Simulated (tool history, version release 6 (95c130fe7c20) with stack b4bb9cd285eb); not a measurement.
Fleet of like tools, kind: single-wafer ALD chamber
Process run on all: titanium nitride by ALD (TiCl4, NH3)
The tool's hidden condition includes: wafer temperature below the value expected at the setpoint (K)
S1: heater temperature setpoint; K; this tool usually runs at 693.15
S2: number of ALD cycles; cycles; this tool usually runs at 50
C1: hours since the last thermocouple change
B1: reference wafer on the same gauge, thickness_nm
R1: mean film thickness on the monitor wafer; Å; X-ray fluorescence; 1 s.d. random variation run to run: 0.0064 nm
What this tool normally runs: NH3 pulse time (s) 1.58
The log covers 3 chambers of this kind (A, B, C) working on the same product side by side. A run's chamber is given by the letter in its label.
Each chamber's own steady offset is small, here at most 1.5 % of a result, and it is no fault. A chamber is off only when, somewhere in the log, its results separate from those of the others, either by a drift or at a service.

{"run": "1A", "day": 0.167, "S1": 693.15, "S2": 50, "NH3 pulse time (s)": 1.58, "C1": 1187.1, "B1": 1.2004, "R1": 10.898}
{"run": "2C", "day": 0.408, "S1": 693.15, "S2": 50, "NH3 pulse time (s)": 1.58, "C1": 1622.9, "B1": 1.201, "R1": 11.085}
{"run": "3B", "day": 0.658, "S1": 693.15, "S2": 50, "NH3 pulse time (s)": 1.58, "C1": 884.4, "B1": 1.1991, "R1": 11.137}
{"run": "4A", "day": 0.925, "S1": 693.15, "S2": 50, "NH3 pulse time (s)": 1.58, "C1": 1205.3, "B1": 1.1989, "R1": 10.916}
{"run": "5B", "day": 1.088, "S1": 693.15, "S2": 50, "NH3 pulse time (s)": 1.58, "C1": 894.7, "B1": 1.1987, "R1": 11.062}
{"run": "6C", "day": 1.288, "S1": 693.15, "S2": 50, "NH3 pulse time (s)": 1.58, "C1": 1644.0, "B1": 1.1991, "R1": 11.148}
{"run": "7C", "day": 1.475, "S1": 693.15, "S2": 50, "NH3 pulse time (s)": 1.58, "C1": 1648.5, "B1": 1.1987, "R1": 11.159}
{"run": "8B", "day": 1.775, "S1": 702.15, "S2": 50, "NH3 pulse time (s)": 1.31, "C1": 911.2, "B1": 1.1999, "R1": 10.993}
{"run": "9A", "day": 1.967, "S1": 702.15, "S2": 50, "NH3 pulse time (s)": 1.31, "C1": 1230.3, "B1": 1.2001, "R1": 10.922}
{"run": "10C", "day": 2.308, "S1": 702.15, "S2": 50, "NH3 pulse time (s)": 1.31, "C1": 1668.5, "B1": 1.1992, "R1": 11.179}
{"run": "11A", "day": 2.554, "S1": 693.15, "S2": 44, "NH3 pulse time (s)": 1.58, "C1": 1244.4, "B1": 1.2002, "R1": 9.5921}
{"run": "12B", "day": 2.917, "S1": 693.15, "S2": 44, "NH3 pulse time (s)": 1.58, "C1": 938.6, "B1": 1.1999, "R1": 9.5862}
{"run": "13A", "day": 3.121, "S1": 693.15, "S2": 44, "NH3 pulse time (s)": 1.58, "C1": 1258.0, "B1": 1.202, "R1": 9.6354}
{"run": "14C", "day": 3.408, "S1": 693.15, "S2": 50, "NH3 pulse time (s)": 1.58, "C1": 1694.9, "B1": 1.2, "R1": 11.191}
{"run": "15B", "day": 3.567, "S1": 693.15, "S2": 50, "NH3 pulse time (s)": 1.58, "C1": 954.2, "B1": 1.1998, "R1": 11.047}
{"run": "16A", "day": 3.871, "S1": 693.15, "S2": 50, "NH3 pulse time (s)": 1.58, "C1": 1276.0, "B1": 1.2009, "R1": 10.89}
{"run": "17C", "day": 4.083, "S1": 707.15, "S2": 50, "NH3 pulse time (s)": 1.11, "C1": 1711.1, "B1": 1.1984, "R1": 11.185}
{"run": "18B", "day": 4.425, "S1": 707.15, "S2": 50, "NH3 pulse time (s)": 1.11, "C1": 974.8, "B1": 1.2018, "R1": 10.977}
{"run": "19B", "day": 4.588, "S1": 707.15, "S2": 50, "NH3 pulse time (s)": 1.11, "C1": 978.7, "B1": 1.2006, "R1": 10.894}
{"run": "20C", "day": 4.779, "S1": 693.15, "S2": 50, "NH3 pulse time (s)": 1.58, "C1": 1727.8, "B1": 1.2018, "R1": 11.208}
{"run": "21A", "day": 4.954, "S1": 700.15, "S2": 50, "NH3 pulse time (s)": 1.58, "C1": 1302.0, "B1": 1.2, "R1": 10.929}
{"run": "22C", "day": 5.125, "S1": 700.15, "S2": 50, "NH3 pulse time (s)": 1.58, "C1": 1736.1, "B1": 1.1995, "R1": 11.286}
{"run": "23B", "day": 5.35, "S1": 700.15, "S2": 50, "NH3 pulse time (s)": 1.58, "C1": 997.0, "B1": 1.2011, "R1": 10.955}
{"run": "24A", "day": 5.675, "S1": 693.15, "S2": 50, "NH3 pulse time (s)": 1.58, "C1": 1319.3, "B1": 1.2012, "R1": 10.915}
{"run": "25A", "day": 6.004, "S1": 693.15, "S2": 50, "NH3 pulse time (s)": 1.58, "C1": 1327.2, "B1": 1.2009, "R1": 10.983}
{"run": "26C", "day": 6.167, "S1": 693.15, "S2": 50, "NH3 pulse time (s)": 1.58, "C1": 1761.1, "B1": 1.2, "R1": 11.22}

Has any chamber moved away from the others, gradually or after a service, or does the common gauge drift, or do the chambers differ only by their own small steady offsets? State the chamber and the most likely cause if one applies.

Beyond each chamber's small constant offset nothing stands out, and the gauge stays steady.
